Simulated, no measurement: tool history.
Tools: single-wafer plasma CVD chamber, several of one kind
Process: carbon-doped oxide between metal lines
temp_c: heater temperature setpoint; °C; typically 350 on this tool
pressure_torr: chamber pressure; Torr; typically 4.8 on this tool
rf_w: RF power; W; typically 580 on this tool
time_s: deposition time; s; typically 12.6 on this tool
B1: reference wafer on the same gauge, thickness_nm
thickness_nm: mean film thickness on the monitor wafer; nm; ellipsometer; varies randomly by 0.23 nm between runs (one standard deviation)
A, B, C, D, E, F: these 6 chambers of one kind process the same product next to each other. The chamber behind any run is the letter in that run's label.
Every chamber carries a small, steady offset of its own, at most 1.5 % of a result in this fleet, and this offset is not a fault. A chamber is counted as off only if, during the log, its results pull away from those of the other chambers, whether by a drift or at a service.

run 1A hour=8.7 | temp_c=350 pressure_torr=4.8 rf_w=580 time_s=12.6 | B1=64.617 | thickness_nm=71.819
run 2D hour=19.6 | temp_c=350 pressure_torr=4.8 rf_w=580 time_s=12.6 | B1=64.583 | thickness_nm=71.093
run 3E hour=30 | temp_c=350 pressure_torr=4.8 rf_w=580 time_s=12.6 | B1=64.619 | thickness_nm=71.009
-- hour=31.8 chamber B: RF generator calibrated
run 4F hour=36.3 | temp_c=350 pressure_torr=4.8 rf_w=580 time_s=12.6 | B1=64.591 | thickness_nm=70.866
run 5C hour=46.7 | temp_c=350 pressure_torr=4.8 rf_w=580 time_s=12.6 | B1=64.554 | thickness_nm=71.677
-- hour=49.9 chamber D: RF generator calibrated
run 6B hour=52.8 | temp_c=350 pressure_torr=4.8 rf_w=580 time_s=12.6 | B1=64.63 | thickness_nm=71.516
run 7F hour=62.7 | temp_c=350 pressure_torr=4.8 rf_w=580 time_s=12.6 | B1=64.66 | thickness_nm=71.102
run 8D hour=70.4 | temp_c=350 pressure_torr=5.68 rf_w=580 time_s=12.6 | B1=64.646 | thickness_nm=73.211
run 9B hour=78.9 | temp_c=350 pressure_torr=5.68 rf_w=580 time_s=12.6 | B1=64.576 | thickness_nm=72.593
run 10A hour=88 | temp_c=350 pressure_torr=5.68 rf_w=580 time_s=12.6 | B1=64.558 | thickness_nm=73.531
run 11E hour=97.9 | temp_c=350 pressure_torr=5.68 rf_w=580 time_s=12.6 | B1=64.572 | thickness_nm=71.939
run 12C hour=102.7 | temp_c=350 pressure_torr=5.68 rf_w=580 time_s=12.6 | B1=64.594 | thickness_nm=72.842
run 13F hour=112.9 | temp_c=350 pressure_torr=5.68 rf_w=580 time_s=12.6 | B1=64.555 | thickness_nm=72.191
run 14C hour=123.8 | temp_c=350 pressure_torr=4.8 rf_w=580 time_s=12.6 | B1=64.551 | thickness_nm=71.675
run 15E hour=132.2 | temp_c=350 pressure_torr=4.8 rf_w=580 time_s=12.6 | B1=64.609 | thickness_nm=70.875
run 16D hour=138.9 | temp_c=350 pressure_torr=4.8 rf_w=580 time_s=12.6 | B1=64.607 | thickness_nm=71.583
run 17A hour=147.1 | temp_c=350 pressure_torr=4.8 rf_w=580 time_s=12.6 | B1=64.577 | thickness_nm=71.577
run 18B hour=153.4 | temp_c=350 pressure_torr=4.8 rf_w=580 time_s=12.6 | B1=64.608 | thickness_nm=71.045
run 19C hour=160.5 | temp_c=350 pressure_torr=4.8 rf_w=580 time_s=12.6 | B1=64.634 | thickness_nm=71.493
run 20A hour=166.8 | temp_c=350 pressure_torr=4.8 rf_w=580 time_s=12.6 | B1=64.573 | thickness_nm=71.512
run 21D hour=172.8 | temp_c=350 pressure_torr=4.8 rf_w=580 time_s=12.6 | B1=64.542 | thickness_nm=71.841
run 22F hour=181.9 | temp_c=350 pressure_torr=4.8 rf_w=580 time_s=12.6 | B1=64.574 | thickness_nm=70.255
run 23B hour=188.3 | temp_c=350 pressure_torr=4.8 rf_w=580 time_s=12.6 | B1=64.553 | thickness_nm=71.428
run 24E hour=194.1 | temp_c=339 pressure_torr=4.8 rf_w=580 time_s=14 | B1=64.631 | thickness_nm=81.104
run 25C hour=203.3 | temp_c=339 pressure_torr=4.8 rf_w=580 time_s=14 | B1=64.596 | thickness_nm=82.341
run 26F hour=211.2 | temp_c=339 pressure_torr=4.8 rf_w=580 time_s=14 | B1=64.603 | thickness_nm=79.941
run 27B hour=216.8 | temp_c=339 pressure_torr=4.8 rf_w=580 time_s=14 | B1=64.591 | thickness_nm=82.017
run 28D hour=222.8 | temp_c=339 pressure_torr=4.8 rf_w=580 time_s=14 | B1=64.56 | thickness_nm=82.236
-- hour=223.1 chamber B: thermocouple changed; heater temperature recalibrated
run 29E hour=233.8 | temp_c=339 pressure_torr=4.8 rf_w=580 time_s=14 | B1=64.611 | thickness_nm=81.085
run 30A hour=238.8 | temp_c=345 pressure_torr=4.8 rf_w=655 time_s=12.6 | B1=64.596 | thickness_nm=78.869
run 31C hour=247.6 | temp_c=345 pressure_torr=4.8 rf_w=655 time_s=12.6 | B1=64.594 | thickness_nm=78.156
run 32E hour=255.9 | temp_c=345 pressure_torr=4.8 rf_w=655 time_s=12.6 | B1=64.605 | thickness_nm=76.881
run 33F hour=261.1 | temp_c=345 pressure_torr=4.8 rf_w=655 time_s=12.6 | B1=64.589 | thickness_nm=76.226
run 34B hour=272 | temp_c=345 pressure_torr=4.8 rf_w=655 time_s=12.6 | B1=64.624 | thickness_nm=78.066
run 35A hour=278.9 | temp_c=345 pressure_torr=4.8 rf_w=655 time_s=12.6 | B1=64.591 | thickness_nm=78.469
run 36D hour=287.1 | temp_c=350 pressure_torr=4.8 rf_w=580 time_s=12.6 | B1=64.621 | thickness_nm=71.628
run 37D hour=293.3 | temp_c=350 pressure_torr=4.8 rf_w=580 time_s=12.6 | B1=64.614 | thickness_nm=71.456

Is one chamber off against the others, does the gauge drift, or is nothing wrong? If a chamber is off, say which, and what the likeliest cause is.

Chamber F drifts away from the others.
Likeliest cause: delivered RF power below the setpoint (%) = 4.05.

Below are 4 candidate recipes for chamber F's next run, each the usual settings with a change, their results shown as question marks. Which of them brings F's results back in line with what the other chambers give on the usual settings?
Allowed miss from the other chambers' usual-settings mean, per result, to count as in line: thickness_nm 0.82 nm
run 38F-1 hour=301.2 | temp_c=350 pressure_torr=4.95 rf_w=635 time_s=12.6 | thickness_nm=?
run 38F-2 hour=301.2 | temp_c=350 pressure_torr=4.8 rf_w=580 time_s=12.2 | thickness_nm=?
run 38F-3 hour=301.2 | temp_c=350 pressure_torr=4.82 rf_w=585 time_s=12.9 | thickness_nm=?
run 38F-4 hour=301.2 | temp_c=351 pressure_torr=4.75 rf_w=565 time_s=12.1 | thickness_nm=?

What the other chambers average on the usual settings: thickness_nm 71.396 nm
run=38F-1 thickness_nm=73.764
run=38F-2 thickness_nm=67.236
run=38F-3 thickness_nm=71.452
run=38F-4 thickness_nm=65.319
The answer is 38F-3, which returns the chamber to within the allowed miss of the others.
